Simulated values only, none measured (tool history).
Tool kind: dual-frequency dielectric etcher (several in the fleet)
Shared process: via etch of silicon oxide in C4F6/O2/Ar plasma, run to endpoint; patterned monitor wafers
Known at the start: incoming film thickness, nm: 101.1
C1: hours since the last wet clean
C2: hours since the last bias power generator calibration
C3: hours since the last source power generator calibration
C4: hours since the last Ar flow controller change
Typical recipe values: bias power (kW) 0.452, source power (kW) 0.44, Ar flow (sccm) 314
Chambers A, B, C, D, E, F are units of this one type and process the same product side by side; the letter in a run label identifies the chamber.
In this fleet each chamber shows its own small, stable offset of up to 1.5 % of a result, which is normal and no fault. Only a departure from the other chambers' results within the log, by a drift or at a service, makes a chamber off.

{"run": "1B", "hour": 8.3, "bias power (kW)": 0.452, "source power (kW)": 0.44, "Ar flow (sccm)": 314, "C1": 240.4, "C2": 1674.6, "C3": 1331.6, "C4": 559.9, "endpoint time (s)": 22.76}
{"run": "2A", "hour": 18.1, "bias power (kW)": 0.452, "source power (kW)": 0.44, "Ar flow (sccm)": 314, "C1": 125.5, "C2": 3485.8, "C3": 3029.9, "C4": 1235.3, "endpoint time (s)": 22.133}
{"hour": 18.8, "done": "chamber A: source power generator calibrated"}
{"run": "3C", "hour": 23.6, "bias power (kW)": 0.452, "source power (kW)": 0.44, "Ar flow (sccm)": 314, "C1": 264.9, "C2": 873.8, "C3": 426.9, "C4": 1783.1, "endpoint time (s)": 22.287}
{"run": "4D", "hour": 32.2, "bias power (kW)": 0.452, "source power (kW)": 0.44, "Ar flow (sccm)": 314, "C1": 426.1, "C2": 2819.4, "C3": 199.3, "C4": 1370.2, "endpoint time (s)": 22.386}
{"run": "5F", "hour": 37.3, "bias power (kW)": 0.452, "source power (kW)": 0.44, "Ar flow (sccm)": 314, "C1": 68.3, "C2": 2420.4, "C3": 467, "C4": 4361.8, "endpoint time (s)": 22.427}
{"run": "6E", "hour": 43.2, "bias power (kW)": 0.452, "source power (kW)": 0.44, "Ar flow (sccm)": 314, "C1": 226.7, "C2": 2276.3, "C3": 1599.8, "C4": 2000.7, "endpoint time (s)": 22.303}
{"run": "7C", "hour": 52.3, "bias power (kW)": 0.546, "source power (kW)": 0.48, "Ar flow (sccm)": 314, "C1": 293.6, "C2": 902.5, "C3": 455.6, "C4": 1811.8, "endpoint time (s)": 20.257}
{"run": "8F", "hour": 58.4, "bias power (kW)": 0.546, "source power (kW)": 0.48, "Ar flow (sccm)": 314, "C1": 89.4, "C2": 2441.5, "C3": 488.1, "C4": 4382.9, "endpoint time (s)": 20.292}
{"run": "9E", "hour": 67.6, "bias power (kW)": 0.546, "source power (kW)": 0.48, "Ar flow (sccm)": 314, "C1": 251.1, "C2": 2300.7, "C3": 1624.2, "C4": 2025.1, "endpoint time (s)": 20.377}
{"run": "10B", "hour": 72.3, "bias power (kW)": 0.546, "source power (kW)": 0.48, "Ar flow (sccm)": 314, "C1": 304.4, "C2": 1738.6, "C3": 1395.6, "C4": 623.9, "endpoint time (s)": 20.272}
{"run": "11A", "hour": 77.6, "bias power (kW)": 0.546, "source power (kW)": 0.48, "Ar flow (sccm)": 314, "C1": 185, "C2": 3545.3, "C3": 58.8, "C4": 1294.8, "endpoint time (s)": 19.724}
{"run": "12D", "hour": 84.6, "bias power (kW)": 0.546, "source power (kW)": 0.48, "Ar flow (sccm)": 314, "C1": 478.5, "C2": 2871.8, "C3": 251.7, "C4": 1422.6, "endpoint time (s)": 20.211}
{"run": "13A", "hour": 90.3, "bias power (kW)": 0.378, "source power (kW)": 0.44, "Ar flow (sccm)": 314, "C1": 197.7, "C2": 3558, "C3": 71.5, "C4": 1307.5, "endpoint time (s)": 23.638}
{"run": "14C", "hour": 98.7, "bias power (kW)": 0.378, "source power (kW)": 0.44, "Ar flow (sccm)": 314, "C1": 340, "C2": 948.9, "C3": 502, "C4": 1858.2, "endpoint time (s)": 23.926}
{"run": "15D", "hour": 108.4, "bias power (kW)": 0.378, "source power (kW)": 0.44, "Ar flow (sccm)": 314, "C1": 502.3, "C2": 2895.6, "C3": 275.5, "C4": 1446.4, "endpoint time (s)": 23.873}
{"run": "16E", "hour": 116.9, "bias power (kW)": 0.378, "source power (kW)": 0.44, "Ar flow (sccm)": 314, "C1": 300.4, "C2": 2350, "C3": 1673.5, "C4": 2074.4, "endpoint time (s)": 23.948}
{"hour": 119.2, "done": "chamber B: wet clean of the chamber"}
{"run": "17F", "hour": 124.5, "bias power (kW)": 0.378, "source power (kW)": 0.44, "Ar flow (sccm)": 314, "C1": 155.5, "C2": 2507.6, "C3": 554.2, "C4": 4449, "endpoint time (s)": 23.736}
{"run": "18B", "hour": 130.6, "bias power (kW)": 0.378, "source power (kW)": 0.44, "Ar flow (sccm)": 314, "C1": 11.5, "C2": 1796.9, "C3": 1453.9, "C4": 682.2, "endpoint time (s)": 23.993}
{"run": "19A", "hour": 136.2, "bias power (kW)": 0.452, "source power (kW)": 0.44, "Ar flow (sccm)": 314, "C1": 243.6, "C2": 3603.9, "C3": 117.4, "C4": 1353.4, "endpoint time (s)": 21.852}
{"run": "20F", "hour": 140.8, "bias power (kW)": 0.452, "source power (kW)": 0.38, "Ar flow (sccm)": 314, "C1": 171.8, "C2": 2523.9, "C3": 570.5, "C4": 4465.3, "endpoint time (s)": 23.692}
{"run": "21D", "hour": 150.0, "bias power (kW)": 0.452, "source power (kW)": 0.38, "Ar flow (sccm)": 314, "C1": 543.9, "C2": 2937.2, "C3": 317.1, "C4": 1488, "endpoint time (s)": 23.64}
{"run": "22B", "hour": 160.4, "bias power (kW)": 0.452, "source power (kW)": 0.38, "Ar flow (sccm)": 314, "C1": 41.3, "C2": 1826.7, "C3": 1483.7, "C4": 712, "endpoint time (s)": 24.043}
{"run": "23E", "hour": 166.3, "bias power (kW)": 0.452, "source power (kW)": 0.38, "Ar flow (sccm)": 314, "C1": 349.8, "C2": 2399.4, "C3": 1722.9, "C4": 2123.8, "endpoint time (s)": 23.442}
{"run": "24C", "hour": 173.0, "bias power (kW)": 0.452, "source power (kW)": 0.38, "Ar flow (sccm)": 314, "C1": 414.3, "C2": 1023.2, "C3": 576.3, "C4": 1932.5, "endpoint time (s)": 23.432}
{"run": "25D", "hour": 182.8, "bias power (kW)": 0.452, "source power (kW)": 0.38, "Ar flow (sccm)": 314, "C1": 576.7, "C2": 2970, "C3": 349.9, "C4": 1520.8, "endpoint time (s)": 23.647}
{"run": "26F", "hour": 189.0, "bias power (kW)": 0.452, "source power (kW)": 0.44, "Ar flow (sccm)": 314, "C1": 220, "C2": 2572.1, "C3": 618.7, "C4": 4513.5, "endpoint time (s)": 22.426}
{"run": "27B", "hour": 193.6, "bias power (kW)": 0.452, "source power (kW)": 0.44, "Ar flow (sccm)": 314, "C1": 74.5, "C2": 1859.9, "C3": 1516.9, "C4": 745.2, "endpoint time (s)": 22.555}
{"hour": 194.3, "done": "chamber D: wet clean of the chamber"}
{"run": "28E", "hour": 202.9, "bias power (kW)": 0.452, "source power (kW)": 0.44, "Ar flow (sccm)": 314, "C1": 386.4, "C2": 2436, "C3": 1759.5, "C4": 2160.4, "endpoint time (s)": 22.341}
{"run": "29C", "hour": 213.2, "bias power (kW)": 0.452, "source power (kW)": 0.33, "Ar flow (sccm)": 314, "C1": 454.5, "C2": 1063.4, "C3": 616.5, "C4": 1972.7, "endpoint time (s)": 24.201}
{"run": "30A", "hour": 223.0, "bias power (kW)": 0.452, "source power (kW)": 0.33, "Ar flow (sccm)": 314, "C1": 330.4, "C2": 3690.7, "C3": 204.2, "C4": 1440.2, "endpoint time (s)": 24.631}
{"run": "31D", "hour": 228.8, "bias power (kW)": 0.452, "source power (kW)": 0.33, "Ar flow (sccm)": 314, "C1": 34.6, "C2": 3016, "C3": 395.9, "C4": 1566.8, "endpoint time (s)": 24.552}
{"run": "32B", "hour": 237.7, "bias power (kW)": 0.452, "source power (kW)": 0.33, "Ar flow (sccm)": 314, "C1": 118.6, "C2": 1904, "C3": 1561, "C4": 789.3, "endpoint time (s)": 25.115}
{"run": "33C", "hour": 244.4, "bias power (kW)": 0.452, "source power (kW)": 0.33, "Ar flow (sccm)": 314, "C1": 485.7, "C2": 1094.6, "C3": 647.7, "C4": 2003.9, "endpoint time (s)": 24.116}
{"run": "34A", "hour": 253.1, "bias power (kW)": 0.452, "source power (kW)": 0.33, "Ar flow (sccm)": 314, "C1": 360.5, "C2": 3720.8, "C3": 234.3, "C4": 1470.3, "endpoint time (s)": 24.486}
{"run": "35E", "hour": 261.1, "bias power (kW)": 0.452, "source power (kW)": 0.44, "Ar flow (sccm)": 314, "C1": 444.6, "C2": 2494.2, "C3": 1817.7, "C4": 2218.6, "endpoint time (s)": 22.55}
{"run": "36F", "hour": 268.5, "bias power (kW)": 0.452, "source power (kW)": 0.44, "Ar flow (sccm)": 314, "C1": 299.5, "C2": 2651.6, "C3": 698.2, "C4": 4593, "endpoint time (s)": 22.396}
{"run": "37D", "hour": 277.3, "bias power (kW)": 0.452, "source power (kW)": 0.44, "Ar flow (sccm)": 314, "C1": 83.1, "C2": 3064.5, "C3": 444.4, "C4": 1615.3, "endpoint time (s)": 22.52}
{"run": "38A", "hour": 284.4, "bias power (kW)": 0.452, "source power (kW)": 0.44, "Ar flow (sccm)": 314, "C1": 391.8, "C2": 3752.1, "C3": 265.6, "C4": 1501.6, "endpoint time (s)": 22.001}

Predict what each chamber gives when all 6 of them run the settings below next.
{"run": "39A", "hour": 292.0, "bias power (kW)": 0.452, "source power (kW)": 0.44, "Ar flow (sccm)": 314, "endpoint time (s)": "?"}
{"run": "39B", "hour": 292.0, "bias power (kW)": 0.452, "source power (kW)": 0.44, "Ar flow (sccm)": 314, "endpoint time (s)": "?"}
{"run": "39C", "hour": 292.0, "bias power (kW)": 0.452, "source power (kW)": 0.44, "Ar flow (sccm)": 314, "endpoint time (s)": "?"}
{"run": "39D", "hour": 292.0, "bias power (kW)": 0.452, "source power (kW)": 0.44, "Ar flow (sccm)": 314, "endpoint time (s)": "?"}
{"run": "39E", "hour": 292.0, "bias power (kW)": 0.452, "source power (kW)": 0.44, "Ar flow (sccm)": 314, "endpoint time (s)": "?"}
{"run": "39F", "hour": 292.0, "bias power (kW)": 0.452, "source power (kW)": 0.44, "Ar flow (sccm)": 314, "endpoint time (s)": "?"}

run=39A endpoint_time_(s)=22.075
run=39B endpoint_time_(s)=22.571
run=39C endpoint_time_(s)=21.175
run=39D endpoint_time_(s)=22.46
run=39E endpoint_time_(s)=22.356
run=39F endpoint_time_(s)=22.488
